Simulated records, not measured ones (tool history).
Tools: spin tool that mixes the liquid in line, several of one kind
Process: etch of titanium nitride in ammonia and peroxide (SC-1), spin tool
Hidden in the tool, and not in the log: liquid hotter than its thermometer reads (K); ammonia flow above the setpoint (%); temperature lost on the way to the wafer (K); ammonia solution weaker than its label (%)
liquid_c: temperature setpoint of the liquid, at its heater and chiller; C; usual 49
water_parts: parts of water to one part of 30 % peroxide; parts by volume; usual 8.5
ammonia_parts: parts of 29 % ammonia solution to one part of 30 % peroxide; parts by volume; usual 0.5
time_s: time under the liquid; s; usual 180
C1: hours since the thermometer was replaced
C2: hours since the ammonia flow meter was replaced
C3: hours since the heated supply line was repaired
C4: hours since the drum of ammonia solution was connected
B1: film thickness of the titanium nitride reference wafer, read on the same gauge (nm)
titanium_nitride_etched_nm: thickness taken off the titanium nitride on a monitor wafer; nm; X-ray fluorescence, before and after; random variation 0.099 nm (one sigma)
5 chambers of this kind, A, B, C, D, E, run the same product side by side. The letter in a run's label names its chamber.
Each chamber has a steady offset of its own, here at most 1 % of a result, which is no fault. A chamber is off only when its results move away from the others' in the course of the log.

{"run": "1D", "hour": 5.5, "liquid_c": 49, "water_parts": 8.5, "ammonia_parts": 0.5, "time_s": 180, "C1": 137.7, "C2": 657.1, "C3": 444.8, "C4": 317.3, "B1": 139.97, "titanium_nitride_etched_nm": 10.721}
{"run": "2B", "hour": 9.9, "liquid_c": 49, "water_parts": 8.5, "ammonia_parts": 0.5, "time_s": 180, "C1": 890, "C2": 534.5, "C3": 1033.5, "C4": 918.5, "B1": 139.98, "titanium_nitride_etched_nm": 10.654}
{"run": "3E", "hour": 17.0, "liquid_c": 49, "water_parts": 8.5, "ammonia_parts": 0.5, "time_s": 180, "C1": 463.5, "C2": 882.2, "C3": 365, "C4": 56.8, "B1": 140, "titanium_nitride_etched_nm": 10.849}
{"run": "4A", "hour": 21.7, "liquid_c": 49, "water_parts": 8.5, "ammonia_parts": 0.5, "time_s": 180, "C1": 652.6, "C2": 1224.3, "C3": 1009.7, "C4": 179.3, "B1": 140.02, "titanium_nitride_etched_nm": 10.691}
{"run": "5C", "hour": 28.2, "liquid_c": 49, "water_parts": 8.5, "ammonia_parts": 0.5, "time_s": 180, "C1": 628.4, "C2": 313.6, "C3": 664.9, "C4": 204.1, "B1": 140, "titanium_nitride_etched_nm": 10.74}
{"run": "6D", "hour": 33.6, "liquid_c": 49, "water_parts": 8.5, "ammonia_parts": 0.5, "time_s": 180, "C1": 165.8, "C2": 685.2, "C3": 472.9, "C4": 345.4, "B1": 140, "titanium_nitride_etched_nm": 10.804}
{"run": "7B", "hour": 38.5, "liquid_c": 49, "water_parts": 8.5, "ammonia_parts": 0.5, "time_s": 180, "C1": 918.6, "C2": 563.1, "C3": 1062.1, "C4": 947.1, "B1": 139.99, "titanium_nitride_etched_nm": 10.603}
{"hour": 40.0, "done": "chamber D: new drum of ammonia solution connected"}
{"run": "8C", "hour": 45.0, "liquid_c": 49, "water_parts": 8.5, "ammonia_parts": 0.5, "time_s": 255, "C1": 645.2, "C2": 330.4, "C3": 681.7, "C4": 220.9, "B1": 139.99, "titanium_nitride_etched_nm": 14.939}
{"hour": 48.4, "done": "chamber D: ammonia flow meter replaced"}
{"run": "9A", "hour": 50.2, "liquid_c": 49, "water_parts": 8.5, "ammonia_parts": 0.5, "time_s": 255, "C1": 681.1, "C2": 1252.8, "C3": 1038.2, "C4": 207.8, "B1": 140, "titanium_nitride_etched_nm": 15.288}
{"run": "10E", "hour": 55.4, "liquid_c": 49, "water_parts": 8.5, "ammonia_parts": 0.5, "time_s": 255, "C1": 501.9, "C2": 920.6, "C3": 403.4, "C4": 95.2, "B1": 140.01, "titanium_nitride_etched_nm": 15.508}
{"run": "11D", "hour": 59.4, "liquid_c": 49, "water_parts": 8.5, "ammonia_parts": 0.5, "time_s": 255, "C1": 191.6, "C2": 11.1, "C3": 498.7, "C4": 19.5, "B1": 139.98, "titanium_nitride_etched_nm": 14.685}
{"run": "12E", "hour": 63.9, "liquid_c": 49, "water_parts": 8.5, "ammonia_parts": 0.5, "time_s": 255, "C1": 510.4, "C2": 929.1, "C3": 411.9, "C4": 103.7, "B1": 139.99, "titanium_nitride_etched_nm": 15.367}
{"run": "13C", "hour": 67.2, "liquid_c": 49, "water_parts": 8.5, "ammonia_parts": 0.5, "time_s": 180, "C1": 667.4, "C2": 352.6, "C3": 703.9, "C4": 243.1, "B1": 140.01, "titanium_nitride_etched_nm": 10.665}
{"hour": 68.0, "done": "chamber B: new drum of ammonia solution connected"}
{"run": "14B", "hour": 72.0, "liquid_c": 49, "water_parts": 8.5, "ammonia_parts": 0.5, "time_s": 180, "C1": 952.1, "C2": 596.6, "C3": 1095.6, "C4": 4.1, "B1": 140.02, "titanium_nitride_etched_nm": 10.843}
{"run": "15A", "hour": 77.1, "liquid_c": 49, "water_parts": 8.5, "ammonia_parts": 0.5, "time_s": 180, "C1": 708, "C2": 1279.7, "C3": 1065.1, "C4": 234.7, "B1": 139.99, "titanium_nitride_etched_nm": 10.611}
{"run": "16D", "hour": 80.2, "liquid_c": 49, "water_parts": 8.5, "ammonia_parts": 0.5, "time_s": 180, "C1": 212.4, "C2": 31.9, "C3": 519.5, "C4": 40.3, "B1": 139.99, "titanium_nitride_etched_nm": 10.464}
{"run": "17B", "hour": 85.4, "liquid_c": 41.5, "water_parts": 8.5, "ammonia_parts": 0.5, "time_s": 180, "C1": 965.5, "C2": 610, "C3": 1109, "C4": 17.5, "B1": 139.98, "titanium_nitride_etched_nm": 6.3899}
{"run": "18C", "hour": 92.6, "liquid_c": 41.5, "water_parts": 8.5, "ammonia_parts": 0.5, "time_s": 180, "C1": 692.8, "C2": 378, "C3": 729.3, "C4": 268.5, "B1": 139.99, "titanium_nitride_etched_nm": 6.3032}
{"run": "19E", "hour": 98.2, "liquid_c": 41.5, "water_parts": 8.5, "ammonia_parts": 0.5, "time_s": 180, "C1": 544.7, "C2": 963.4, "C3": 446.2, "C4": 138, "B1": 140.03, "titanium_nitride_etched_nm": 6.2352}
{"run": "20A", "hour": 102.2, "liquid_c": 41.5, "water_parts": 8.5, "ammonia_parts": 0.5, "time_s": 180, "C1": 733.1, "C2": 1304.8, "C3": 1090.2, "C4": 259.8, "B1": 140, "titanium_nitride_etched_nm": 6.3257}
{"run": "21D", "hour": 105.5, "liquid_c": 41.5, "water_parts": 8.5, "ammonia_parts": 0.5, "time_s": 180, "C1": 237.7, "C2": 57.2, "C3": 544.8, "C4": 65.6, "B1": 139.99, "titanium_nitride_etched_nm": 5.8809}
{"hour": 110.1, "done": "chamber B: ammonia flow meter replaced"}
{"run": "22B", "hour": 112.2, "liquid_c": 49, "water_parts": 8.5, "ammonia_parts": 0.5, "time_s": 180, "C1": 992.3, "C2": 2.2, "C3": 1135.8, "C4": 44.3, "B1": 140.02, "titanium_nitride_etched_nm": 10.511}
{"run": "23E", "hour": 117.3, "liquid_c": 49, "water_parts": 8.5, "ammonia_parts": 0.5, "time_s": 180, "C1": 563.8, "C2": 982.5, "C3": 465.3, "C4": 157.1, "B1": 140.01, "titanium_nitride_etched_nm": 11.03}
{"run": "24A", "hour": 124.1, "liquid_c": 49, "water_parts": 8.5, "ammonia_parts": 0.5, "time_s": 180, "C1": 755, "C2": 1326.7, "C3": 1112.1, "C4": 281.7, "B1": 140.03, "titanium_nitride_etched_nm": 10.64}
{"run": "25C", "hour": 127.3, "liquid_c": 49, "water_parts": 8.5, "ammonia_parts": 0.5, "time_s": 180, "C1": 727.5, "C2": 412.7, "C3": 764, "C4": 303.2, "B1": 140.02, "titanium_nitride_etched_nm": 10.797}
{"run": "26B", "hour": 132.6, "liquid_c": 49, "water_parts": 8.5, "ammonia_parts": 0.35, "time_s": 115, "C1": 1012.7, "C2": 22.6, "C3": 1156.2, "C4": 64.7, "B1": 140.01, "titanium_nitride_etched_nm": 6.3918}
{"run": "27D", "hour": 136.7, "liquid_c": 49, "water_parts": 8.5, "ammonia_parts": 0.35, "time_s": 115, "C1": 268.9, "C2": 88.4, "C3": 576, "C4": 96.8, "B1": 140.01, "titanium_nitride_etched_nm": 6.0256}
{"run": "28C", "hour": 141.5, "liquid_c": 49, "water_parts": 8.5, "ammonia_parts": 0.35, "time_s": 115, "C1": 741.7, "C2": 426.9, "C3": 778.2, "C4": 317.4, "B1": 139.99, "titanium_nitride_etched_nm": 6.3483}
{"run": "29A", "hour": 148.3, "liquid_c": 49, "water_parts": 8.5, "ammonia_parts": 0.35, "time_s": 115, "C1": 779.2, "C2": 1350.9, "C3": 1136.3, "C4": 305.9, "B1": 140, "titanium_nitride_etched_nm": 6.4427}
{"run": "30E", "hour": 152.9, "liquid_c": 49, "water_parts": 8.5, "ammonia_parts": 0.35, "time_s": 115, "C1": 599.4, "C2": 1018.1, "C3": 500.9, "C4": 192.7, "B1": 140, "titanium_nitride_etched_nm": 6.4941}
{"run": "31E", "hour": 159.0, "liquid_c": 49, "water_parts": 8.5, "ammonia_parts": 0.5, "time_s": 180, "C1": 605.5, "C2": 1024.2, "C3": 507, "C4": 198.8, "B1": 139.99, "titanium_nitride_etched_nm": 10.81}
{"run": "32D", "hour": 165.9, "liquid_c": 49, "water_parts": 8.5, "ammonia_parts": 0.5, "time_s": 180, "C1": 298.1, "C2": 117.6, "C3": 605.2, "C4": 126, "B1": 140.01, "titanium_nitride_etched_nm": 9.7838}
{"run": "33C", "hour": 170.3, "liquid_c": 49, "water_parts": 8.5, "ammonia_parts": 0.5, "time_s": 180, "C1": 770.5, "C2": 455.7, "C3": 807, "C4": 346.2, "B1": 140.01, "titanium_nitride_etched_nm": 10.63}
{"run": "34A", "hour": 175.5, "liquid_c": 49, "water_parts": 8.5, "ammonia_parts": 0.5, "time_s": 180, "C1": 806.4, "C2": 1378.1, "C3": 1163.5, "C4": 333.1, "B1": 140, "titanium_nitride_etched_nm": 10.706}
{"run": "35B", "hour": 180.8, "liquid_c": 49, "water_parts": 8.5, "ammonia_parts": 0.5, "time_s": 180, "C1": 1060.9, "C2": 70.8, "C3": 1204.4, "C4": 112.9, "B1": 139.96, "titanium_nitride_etched_nm": 10.794}
{"run": "36C", "hour": 186.3, "liquid_c": 49, "water_parts": 8.5, "ammonia_parts": 0.5, "time_s": 180, "C1": 786.5, "C2": 471.7, "C3": 823, "C4": 362.2, "B1": 140.03, "titanium_nitride_etched_nm": 10.707}

All 5 chambers run these settings next. Forecast each chamber's results:
{"run": "37A", "hour": 191.5, "liquid_c": 49, "water_parts": 8.5, "ammonia_parts": 0.25, "time_s": 180, "titanium_nitride_etched_nm": "?"}
{"run": "37B", "hour": 191.5, "liquid_c": 49, "water_parts": 8.5, "ammonia_parts": 0.25, "time_s": 180, "titanium_nitride_etched_nm": "?"}
{"run": "37C", "hour": 191.5, "liquid_c": 49, "water_parts": 8.5, "ammonia_parts": 0.25, "time_s": 180, "titanium_nitride_etched_nm": "?"}
{"run": "37D", "hour": 191.5, "liquid_c": 49, "water_parts": 8.5, "ammonia_parts": 0.25, "time_s": 180, "titanium_nitride_etched_nm": "?"}
{"run": "37E", "hour": 191.5, "liquid_c": 49, "water_parts": 8.5, "ammonia_parts": 0.25, "time_s": 180, "titanium_nitride_etched_nm": "?"}

run=37A titanium_nitride_etched_nm=9.4167
run=37B titanium_nitride_etched_nm=9.6055
run=37C titanium_nitride_etched_nm=9.6116
run=37D titanium_nitride_etched_nm=8.3006
run=37E titanium_nitride_etched_nm=9.5806

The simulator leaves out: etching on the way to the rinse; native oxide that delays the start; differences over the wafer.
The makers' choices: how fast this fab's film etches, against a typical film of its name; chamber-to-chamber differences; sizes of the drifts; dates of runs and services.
